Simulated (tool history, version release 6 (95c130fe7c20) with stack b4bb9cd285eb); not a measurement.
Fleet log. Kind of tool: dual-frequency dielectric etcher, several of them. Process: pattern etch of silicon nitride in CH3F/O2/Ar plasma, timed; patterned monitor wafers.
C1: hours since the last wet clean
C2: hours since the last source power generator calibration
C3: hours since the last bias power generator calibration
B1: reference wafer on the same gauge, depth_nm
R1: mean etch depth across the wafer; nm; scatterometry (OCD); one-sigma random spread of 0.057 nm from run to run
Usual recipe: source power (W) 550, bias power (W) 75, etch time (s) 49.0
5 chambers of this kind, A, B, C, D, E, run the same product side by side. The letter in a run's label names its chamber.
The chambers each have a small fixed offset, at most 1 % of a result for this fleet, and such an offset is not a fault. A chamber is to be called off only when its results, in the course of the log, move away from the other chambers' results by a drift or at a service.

run 1B hour=3.9 | source_power_(W)=550 bias_power_(W)=75 etch_time_(s)=49.0 | C1=478.1 C2=652.8 C3=118.6 | B1=36.893 | R1=39.012
run 2C hour=6.8 | source_power_(W)=550 bias_power_(W)=75 etch_time_(s)=49.0 | C1=451.9 C2=808.3 C3=165.2 | B1=36.879 | R1=39.467
run 3D hour=9.2 | source_power_(W)=550 bias_power_(W)=75 etch_time_(s)=49.0 | C1=404.6 C2=189.8 C3=1260.5 | B1=36.882 | R1=39.342
run 4E hour=13.9 | source_power_(W)=550 bias_power_(W)=75 etch_time_(s)=49.0 | C1=100.0 C2=474.6 C3=1919.9 | B1=36.872 | R1=39.121
run 5A hour=18.8 | source_power_(W)=550 bias_power_(W)=75 etch_time_(s)=49.0 | C1=260.1 C2=1147.4 C3=1251.6 | B1=36.875 | R1=39.388
run 6E hour=23.7 | source_power_(W)=550 bias_power_(W)=75 etch_time_(s)=49.0 | C1=109.8 C2=484.4 C3=1929.7 | B1=36.860 | R1=39.211
run 7A hour=27.2 | source_power_(W)=620 bias_power_(W)=75 etch_time_(s)=61.5 | C1=268.5 C2=1155.8 C3=1260.0 | B1=36.856 | R1=51.752
run 8B hour=30.5 | source_power_(W)=620 bias_power_(W)=75 etch_time_(s)=61.5 | C1=504.7 C2=679.4 C3=145.2 | B1=36.854 | R1=50.975
run 9D hour=35.5 | source_power_(W)=620 bias_power_(W)=75 etch_time_(s)=61.5 | C1=430.9 C2=216.1 C3=1286.8 | B1=36.849 | R1=51.704
run 10C hour=38.9 | source_power_(W)=620 bias_power_(W)=75 etch_time_(s)=61.5 | C1=484.0 C2=840.4 C3=197.3 | B1=36.841 | R1=51.749
run 11A hour=43.5 | source_power_(W)=620 bias_power_(W)=75 etch_time_(s)=61.5 | C1=284.8 C2=1172.1 C3=1276.3 | B1=36.839 | R1=51.633
-- hour=46.4 chamber D: wet clean of the chamber
run 12D hour=48.2 | source_power_(W)=550 bias_power_(W)=75 etch_time_(s)=49.0 | C1=1.8 C2=228.8 C3=1299.5 | B1=36.823 | R1=39.296
run 13B hour=50.8 | source_power_(W)=550 bias_power_(W)=75 etch_time_(s)=49.0 | C1=525.0 C2=699.7 C3=165.5 | B1=36.833 | R1=38.921
run 14E hour=53.4 | source_power_(W)=620 bias_power_(W)=75 etch_time_(s)=58.5 | C1=139.5 C2=514.1 C3=1959.4 | B1=36.821 | R1=48.953
run 15C hour=56.9 | source_power_(W)=620 bias_power_(W)=75 etch_time_(s)=58.5 | C1=502.0 C2=858.4 C3=215.3 | B1=36.824 | R1=49.274
run 16A hour=60.7 | source_power_(W)=620 bias_power_(W)=75 etch_time_(s)=58.5 | C1=302.0 C2=1189.3 C3=1293.5 | B1=36.813 | R1=49.100
run 17E hour=65.4 | source_power_(W)=620 bias_power_(W)=75 etch_time_(s)=58.5 | C1=151.5 C2=526.1 C3=1971.4 | B1=36.830 | R1=48.985
run 18D hour=69.9 | source_power_(W)=620 bias_power_(W)=75 etch_time_(s)=58.5 | C1=23.5 C2=250.5 C3=1321.2 | B1=36.808 | R1=49.213
run 19B hour=73.7 | source_power_(W)=550 bias_power_(W)=75 etch_time_(s)=49.0 | C1=547.9 C2=722.6 C3=188.4 | B1=36.815 | R1=38.904
run 20C hour=78.6 | source_power_(W)=550 bias_power_(W)=75 etch_time_(s)=49.0 | C1=523.7 C2=880.1 C3=237.0 | B1=36.796 | R1=39.506
-- hour=78.8 chamber A: wet clean of the chamber
run 21C hour=82.6 | source_power_(W)=550 bias_power_(W)=75 etch_time_(s)=49.0 | C1=527.7 C2=884.1 C3=241.0 | B1=36.779 | R1=39.249
run 22A hour=85.9 | source_power_(W)=550 bias_power_(W)=75 etch_time_(s)=49.0 | C1=7.1 C2=1214.5 C3=1318.7 | B1=36.784 | R1=39.133
run 23B hour=88.9 | source_power_(W)=600 bias_power_(W)=75 etch_time_(s)=37.5 | C1=563.1 C2=737.8 C3=203.6 | B1=36.768 | R1=30.669
run 24D hour=91.3 | source_power_(W)=600 bias_power_(W)=75 etch_time_(s)=37.5 | C1=44.9 C2=271.9 C3=1342.6 | B1=36.774 | R1=31.105
run 25E hour=93.9 | source_power_(W)=600 bias_power_(W)=75 etch_time_(s)=37.5 | C1=180.0 C2=554.6 C3=1999.9 | B1=36.787 | R1=30.934
run 26A hour=98.8 | source_power_(W)=600 bias_power_(W)=75 etch_time_(s)=37.5 | C1=20.0 C2=1227.4 C3=1331.6 | B1=36.774 | R1=31.016
-- hour=100.8 chamber C: wet clean of the chamber
run 27C hour=101.1 | source_power_(W)=600 bias_power_(W)=75 etch_time_(s)=37.5 | C1=0.3 C2=902.6 C3=259.5 | B1=36.760 | R1=31.161
run 28B hour=104.2 | source_power_(W)=550 bias_power_(W)=75 etch_time_(s)=49.0 | C1=578.4 C2=753.1 C3=218.9 | B1=36.755 | R1=38.832
run 29E hour=107.6 | source_power_(W)=550 bias_power_(W)=75 etch_time_(s)=49.0 | C1=193.7 C2=568.3 C3=2013.6 | B1=36.753 | R1=39.047
run 30D hour=110.7 | source_power_(W)=550 bias_power_(W)=75 etch_time_(s)=49.0 | C1=64.3 C2=291.3 C3=1362.0 | B1=36.748 | R1=39.235
run 31C hour=113.2 | source_power_(W)=550 bias_power_(W)=75 etch_time_(s)=49.0 | C1=12.4 C2=914.7 C3=271.6 | B1=36.754 | R1=39.272
run 32A hour=116.8 | source_power_(W)=550 bias_power_(W)=75 etch_time_(s)=49.0 | C1=38.0 C2=1245.4 C3=1349.6 | B1=36.731 | R1=39.192
run 33D hour=121.3 | source_power_(W)=550 bias_power_(W)=75 etch_time_(s)=49.0 | C1=74.9 C2=301.9 C3=1372.6 | B1=36.735 | R1=39.277
run 34B hour=124.7 | source_power_(W)=550 bias_power_(W)=75 etch_time_(s)=49.0 | C1=598.9 C2=773.6 C3=239.4 | B1=36.724 | R1=38.821
-- hour=124.9 chamber B: wet clean of the chamber
run 35E hour=128.0 | source_power_(W)=550 bias_power_(W)=75 etch_time_(s)=49.0 | C1=214.1 C2=588.7 C3=2034.0 | B1=36.730 | R1=39.020
run 36D hour=132.0 | source_power_(W)=490 bias_power_(W)=75 etch_time_(s)=49.0 | C1=85.6 C2=312.6 C3=1383.3 | B1=36.730 | R1=37.543
run 37B hour=135.0 | source_power_(W)=490 bias_power_(W)=75 etch_time_(s)=49.0 | C1=10.2 C2=783.9 C3=249.7 | B1=36.713 | R1=37.263
run 38E hour=139.7 | source_power_(W)=490 bias_power_(W)=75 etch_time_(s)=49.0 | C1=225.8 C2=600.4 C3=2045.7 | B1=36.725 | R1=37.427
run 39A hour=141.9 | source_power_(W)=490 bias_power_(W)=75 etch_time_(s)=49.0 | C1=63.1 C2=1270.5 C3=1374.7 | B1=36.705 | R1=37.376
run 40C hour=146.1 | source_power_(W)=490 bias_power_(W)=75 etch_time_(s)=49.0 | C1=45.3 C2=947.6 C3=304.5 | B1=36.705 | R1=37.544
run 41D hour=150.8 | source_power_(W)=550 bias_power_(W)=75 etch_time_(s)=49.0 | C1=104.4 C2=331.4 C3=1402.1 | B1=36.708 | R1=39.124
run 42C hour=153.4 | source_power_(W)=550 bias_power_(W)=75 etch_time_(s)=49.0 | C1=52.6 C2=954.9 C3=311.8 | B1=36.694 | R1=39.285
run 43E hour=156.4 | source_power_(W)=550 bias_power_(W)=75 etch_time_(s)=55.0 | C1=242.5 C2=617.1 C3=2062.4 | B1=36.684 | R1=43.800
run 44A hour=160.9 | source_power_(W)=550 bias_power_(W)=75 etch_time_(s)=55.0 | C1=82.1 C2=1289.5 C3=1393.7 | B1=36.705 | R1=43.891

For the next run the whole fleet of 5 chambers uses the same settings. Give each chamber's results:
run 45A hour=164.6 | source_power_(W)=600 bias_power_(W)=75 etch_time_(s)=49.0 | R1=?
run 45B hour=164.6 | source_power_(W)=600 bias_power_(W)=75 etch_time_(s)=49.0 | R1=?
run 45C hour=164.6 | source_power_(W)=600 bias_power_(W)=75 etch_time_(s)=49.0 | R1=?
run 45D hour=164.6 | source_power_(W)=600 bias_power_(W)=75 etch_time_(s)=49.0 | R1=?
run 45E hour=164.6 | source_power_(W)=600 bias_power_(W)=75 etch_time_(s)=49.0 | R1=?

run=45A R1=40.356
run=45B R1=40.067
run=45C R1=40.630
run=45D R1=40.483
run=45E R1=40.258
